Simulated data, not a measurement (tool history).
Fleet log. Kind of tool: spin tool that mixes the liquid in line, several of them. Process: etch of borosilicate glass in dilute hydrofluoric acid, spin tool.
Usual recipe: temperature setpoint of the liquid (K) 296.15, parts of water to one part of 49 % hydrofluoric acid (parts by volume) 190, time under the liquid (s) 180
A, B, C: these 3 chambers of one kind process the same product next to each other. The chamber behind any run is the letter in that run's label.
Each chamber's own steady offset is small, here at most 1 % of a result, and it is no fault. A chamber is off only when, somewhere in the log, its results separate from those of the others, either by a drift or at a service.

run,day,temperature setpoint of the liquid (K),parts of water to one part of 49 % hydrofluoric acid (parts by volume),time under the liquid (s),"read-back film thickness of the borosilicate glass reference wafer, read on the same gauge (nm)",thickness taken off the borosilicate glass on a monitor wafer (angstrom)
1C,0.321,296.15,190,180,109.99,197.19
2B,0.600,296.15,190,180,110.02,200.01
3A,0.775,296.15,190,180,110.03,199.84
4A,0.988,296.15,190,180,109.97,199.20
5C,1.212,296.15,190,180,109.97,198.80
6B,1.383,296.15,190,180,110.03,199.69
7A,1.667,296.15,190,180,110.01,196.81
8C,1.988,296.15,190,180,109.97,198.67
9B,2.267,296.15,190,180,109.99,198.44
10B,2.417,296.15,190,180,110.00,199.29
11A,2.725,296.15,265,180,109.99,134.54
12C,2.867,296.15,265,180,109.97,132.44
13C,3.092,296.15,265,180,110.00,129.59
14A,3.242,296.15,190,180,109.98,199.56
15B,3.521,296.15,190,180,109.99,199.65
16C,3.833,296.15,190,180,110.00,199.66
17A,4.012,296.15,275,180,110.01,127.22
18B,4.196,296.15,275,180,110.02,127.15
19A,4.438,296.15,275,180,109.99,128.83
20B,4.654,296.15,190,180,110.03,200.22
21C,4.946,296.15,190,180,109.99,196.45
22A,5.129,296.15,190,95,109.99,105.19
23B,5.283,296.15,190,95,109.98,105.88
24C,5.575,296.15,190,95,110.03,104.36
25A,5.750,296.15,190,180,110.02,199.61
26C,5.908,296.15,190,180,110.03,198.54
27B,6.225,296.15,190,180,109.99,202.98
28A,6.412,296.15,190,180,110.02,199.37
29B,6.638,296.15,190,180,110.01,201.82
30C,6.783,296.15,190,180,110.03,199.94
31A,6.996,296.15,190,180,109.97,200.41
32B,7.192,296.15,190,180,109.99,203.55
33C,7.338,296.15,190,180,109.97,199.39
34C,7.496,296.15,190,180,109.99,197.63
35B,7.746,296.15,190,180,109.98,203.26
36A,8.046,296.15,190,180,110.01,200.15
37B,8.308,296.15,190,180,110.01,201.73
38C,8.621,298.65,190,180,110.03,218.54
39A,8.929,298.65,190,180,110.02,219.56
40C,9.175,298.65,190,180,109.99,218.47

One chamber off, gauge drift, or nothing amiss beyond the chambers' own small offsets? If it is a chamber, which one, and what is the likeliest cause?

Little by little, chamber B moves away from the other chambers.
What lies behind it: liquid hotter than its thermometer reads (K) = 0.852.
Not necessarily distinguishable in this log from: hydrofluoric acid flow above the setpoint (%).

Chamber B could run next with any of the 4 candidate recipes listed below; each alters the usual settings, and their results appear as question marks. Which one brings its results back in line with what the other chambers deliver on the usual settings?
In-line tolerance around the mean of the other chambers on the usual settings: thickness taken off the borosilicate glass on a monitor wafer (angstrom) 4.10
41B-1,9.408,296.15,190,185,,?
41B-2,9.408,296.15,190,175,,?
41B-3,9.408,296.15,195,175,,?
41B-4,9.408,296.15,185,185,,?

Usual-settings mean across the other chambers: thickness taken off the borosilicate glass on a monitor wafer (angstrom) 199.41
run,thickness taken off the borosilicate glass on a monitor wafer (angstrom)
41B-1,211.44
41B-2,200.01
41B-3,193.83
41B-4,218.36
41B-2 is the one that brings the chamber's results back in line with the other chambers.
